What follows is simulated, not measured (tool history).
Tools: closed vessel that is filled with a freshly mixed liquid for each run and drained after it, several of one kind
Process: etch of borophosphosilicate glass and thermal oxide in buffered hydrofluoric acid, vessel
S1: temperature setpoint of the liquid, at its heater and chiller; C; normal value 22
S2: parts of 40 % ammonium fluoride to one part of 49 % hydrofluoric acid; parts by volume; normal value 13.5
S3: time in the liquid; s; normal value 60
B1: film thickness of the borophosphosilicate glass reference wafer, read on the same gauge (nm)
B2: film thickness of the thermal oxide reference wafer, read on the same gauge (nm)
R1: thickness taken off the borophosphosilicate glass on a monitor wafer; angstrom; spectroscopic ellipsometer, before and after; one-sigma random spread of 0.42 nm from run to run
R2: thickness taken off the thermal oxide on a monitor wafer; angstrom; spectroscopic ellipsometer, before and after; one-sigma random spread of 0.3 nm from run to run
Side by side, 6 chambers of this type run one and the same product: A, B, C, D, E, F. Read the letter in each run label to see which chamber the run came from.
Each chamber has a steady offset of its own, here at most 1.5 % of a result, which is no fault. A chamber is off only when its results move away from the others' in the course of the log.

run   hour  S1    S2  S3      B1      B2      R1      R2
 1E    5.0  22  13.5  60  110.00  70.016  548.97  503.77
 2D   10.3  22  13.5  60  110.01  70.005  547.87  492.22
 3B   20.3  22  13.5  60  110.01  69.983  557.35  495.68
 4F   25.6  22  13.5  60  110.01  70.017  538.67  494.81
 5C   30.5  22  13.5  60  109.98  70.023  548.78  497.66
      37.8  -- chamber C: thermometer replaced
 6A   38.8  22  13.5  60  109.97  70.003  539.92  493.81
 7E   45.1  22  13.5  60  110.00  70.016  555.80  500.54
 8C   54.9  22  13.5  75  109.98  70.007  676.46  620.80
 9D   60.9  22  13.5  75  109.97  69.997  677.12  617.20
      62.2  -- chamber B: thermometer replaced
10B   69.8  22  13.5  75  109.99  70.012  681.98  605.36
11A   77.3  22  13.5  75  110.01  69.992  673.93  618.52
12F   83.2  22  13.5  75  109.99  70.003  678.76  619.59
13D   92.5  22  13.5  75  109.98  69.995  678.61  613.97
14A   99.3  22  13.5  60  110.00  69.995  532.30  493.00
15B  107.0  22  13.5  60  109.99  70.001  543.88  483.81
16C  115.3  22  13.5  60  110.03  69.974  547.17  495.55
17E  121.6  22  13.5  60  110.01  70.009  550.01  501.52
18F  127.7  22  13.5  60  110.01  69.982  542.47  495.09
19F  137.4  22   8.5  60  109.99  70.006  839.39  754.21
20A  146.3  22   8.5  60  109.99  69.994  824.13  762.36
21B  153.3  22   8.5  60  109.98  70.018  847.06  746.54
22C  159.6  22   8.5  60  110.01  69.997  835.56  772.51
23D  166.3  22   8.5  60  110.01  70.005  845.68  752.04
24E  172.9  22   8.5  60  109.99  69.991  826.29  750.97
25D  183.5  22  13.5  60  110.00  70.008  541.82  490.12
26B  189.6  22  13.5  60  110.00  70.001  540.65  483.91
27E  196.0  22  13.5  60  110.01  70.019  540.27  500.02
28F  201.4  22  13.5  60  109.99  69.988  537.01  493.81
     204.2  -- chamber D: hydrofluoric acid flow meter replaced
29C  208.1  22  13.5  60  109.98  69.994  547.67  497.36
30A  212.8  22  13.5  60  110.01  69.998  540.00  488.33
31B  222.8  22  13.5  60  109.98  70.006  545.51  484.99
32E  230.8  22  13.5  60  110.00  70.003  543.21  501.82
     232.5  -- chamber E: hydrofluoric acid flow meter replaced
33A  235.5  22  13.5  60  110.00  69.991  541.74  492.45
34F  242.4  22  13.5  60  110.04  70.013  535.55  497.16
35D  247.9  19  13.5  90  110.01  69.994  687.83  620.87
36C  253.5  19  13.5  90  109.98  69.990  691.31  629.67
37E  261.9  19  13.5  90  109.97  70.011  699.42  638.66

Does one chamber stand apart from the rest, does the shared gauge drift, or is all well apart from small per-chamber offsets? Give the chamber and the most likely cause, where there is one.

Nothing is wrong: each chamber keeps only its own small, steady offset and the gauge holds still.

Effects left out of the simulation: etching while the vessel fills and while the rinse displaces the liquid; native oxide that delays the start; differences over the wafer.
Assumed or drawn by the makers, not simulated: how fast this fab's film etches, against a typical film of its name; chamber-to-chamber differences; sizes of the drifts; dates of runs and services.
